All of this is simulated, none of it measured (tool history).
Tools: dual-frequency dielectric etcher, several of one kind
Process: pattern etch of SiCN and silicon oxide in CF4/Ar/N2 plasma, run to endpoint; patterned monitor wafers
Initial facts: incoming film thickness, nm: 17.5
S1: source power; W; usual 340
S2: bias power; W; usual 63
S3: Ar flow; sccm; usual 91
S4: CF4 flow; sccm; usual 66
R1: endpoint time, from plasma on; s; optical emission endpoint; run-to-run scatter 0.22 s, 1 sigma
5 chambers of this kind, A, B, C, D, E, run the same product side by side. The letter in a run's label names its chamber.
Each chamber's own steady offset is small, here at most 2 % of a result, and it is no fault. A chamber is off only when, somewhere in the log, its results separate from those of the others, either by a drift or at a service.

| run | hour | S1 | S2 | S3 | S4 | R1 |
|---|---|---|---|---|---|---|
| 1D | 5.4 | 340 | 63 | 91 | 66 | 26.971 |
| 2C | 11.1 | 340 | 63 | 91 | 66 | 27.21 |
| 3A | 14.2 | 340 | 63 | 91 | 66 | 27.707 |
| 4B | 18.6 | 340 | 63 | 91 | 66 | 26.801 |
| 5E | 22.8 | 340 | 63 | 91 | 66 | 26.861 |
| 6D | 26.5 | 340 | 63 | 73 | 73 | 25.82 |
| 7E | 29.7 | 340 | 63 | 73 | 73 | 26.012 |
| 8A | 32.5 | 340 | 63 | 73 | 73 | 26.258 |
| 9B | 35.9 | 340 | 63 | 73 | 73 | 25.124 |
| 10C | 40.1 | 340 | 63 | 73 | 73 | 26.033 |
| 11B | 43.6 | 340 | 63 | 91 | 66 | 27.574 |
| 12E | 47.5 | 340 | 63 | 91 | 66 | 26.987 |
| 13C | 53.1 | 340 | 63 | 91 | 66 | 26.939 |
| 14A | 56.7 | 340 | 63 | 91 | 66 | 27.804 |
| 15D | 60.7 | 340 | 63 | 91 | 66 | 27.095 |
| 16C | 63.6 | 340 | 63 | 91 | 66 | 27.16 |
| 17A | 69.1 | 340 | 63 | 91 | 66 | 27.508 |
| 18D | 72.1 | 340 | 63 | 91 | 66 | 27.007 |
| 19E | 76.7 | 340 | 63 | 91 | 66 | 27.253 |
| 20B | 80.5 | 300 | 63 | 75 | 66 | 29.107 |
| 21A | 84 | 300 | 63 | 75 | 66 | 29.926 |
| 22C | 87.7 | 300 | 63 | 75 | 66 | 29.166 |
| 23D | 91.3 | 300 | 63 | 75 | 66 | 29.487 |
| 24E | 96.2 | 300 | 63 | 75 | 66 | 29.245 |
| 25B | 101.3 | 340 | 63 | 91 | 66 | 26.972 |
| 26A | 105.7 | 340 | 63 | 91 | 66 | 27.607 |
| 27E | 109 | 340 | 63 | 91 | 66 | 27.242 |
| 28B | 113.7 | 340 | 63 | 91 | 66 | 26.926 |
| 29D | 117.4 | 340 | 63 | 91 | 66 | 27.293 |
| 30C | 121.3 | 340 | 63 | 91 | 66 | 26.803 |
| 31D | 124.3 | 340 | 63 | 91 | 66 | 27.048 |
| 32B | 129.3 | 340 | 63 | 91 | 66 | 26.852 |
| 33C | 135.1 | 340 | 63 | 102 | 66 | 27.655 |
| 34E | 138.5 | 340 | 63 | 102 | 66 | 27.542 |
| 35A | 143.2 | 340 | 63 | 102 | 66 | 28.058 |
| 36D | 147.3 | 340 | 63 | 102 | 66 | 27.39 |
| 37B | 151.5 | 340 | 63 | 102 | 66 | 27.134 |
| 38E | 154.7 | 340 | 63 | 91 | 66 | 27.328 |
| 39C | 160.4 | 340 | 63 | 91 | 66 | 26.979 |
| 40A | 165.6 | 340 | 63 | 91 | 66 | 27.596 |
| 41A | 170.5 | 340 | 63 | 91 | 66 | 27.487 |
| 42B | 173.4 | 340 | 54 | 100 | 66 | 29.137 |
| 43E | 178.6 | 340 | 54 | 100 | 66 | 28.91 |

Read the log: is a single chamber off, either drifting away or since a service, is the gauge that measures every chamber drifting, or is nothing wrong beyond small per-chamber offsets? Name any odd chamber and what most likely caused it.

No chamber is off and the gauge is stable; the differences are just each chamber's small, constant offset.

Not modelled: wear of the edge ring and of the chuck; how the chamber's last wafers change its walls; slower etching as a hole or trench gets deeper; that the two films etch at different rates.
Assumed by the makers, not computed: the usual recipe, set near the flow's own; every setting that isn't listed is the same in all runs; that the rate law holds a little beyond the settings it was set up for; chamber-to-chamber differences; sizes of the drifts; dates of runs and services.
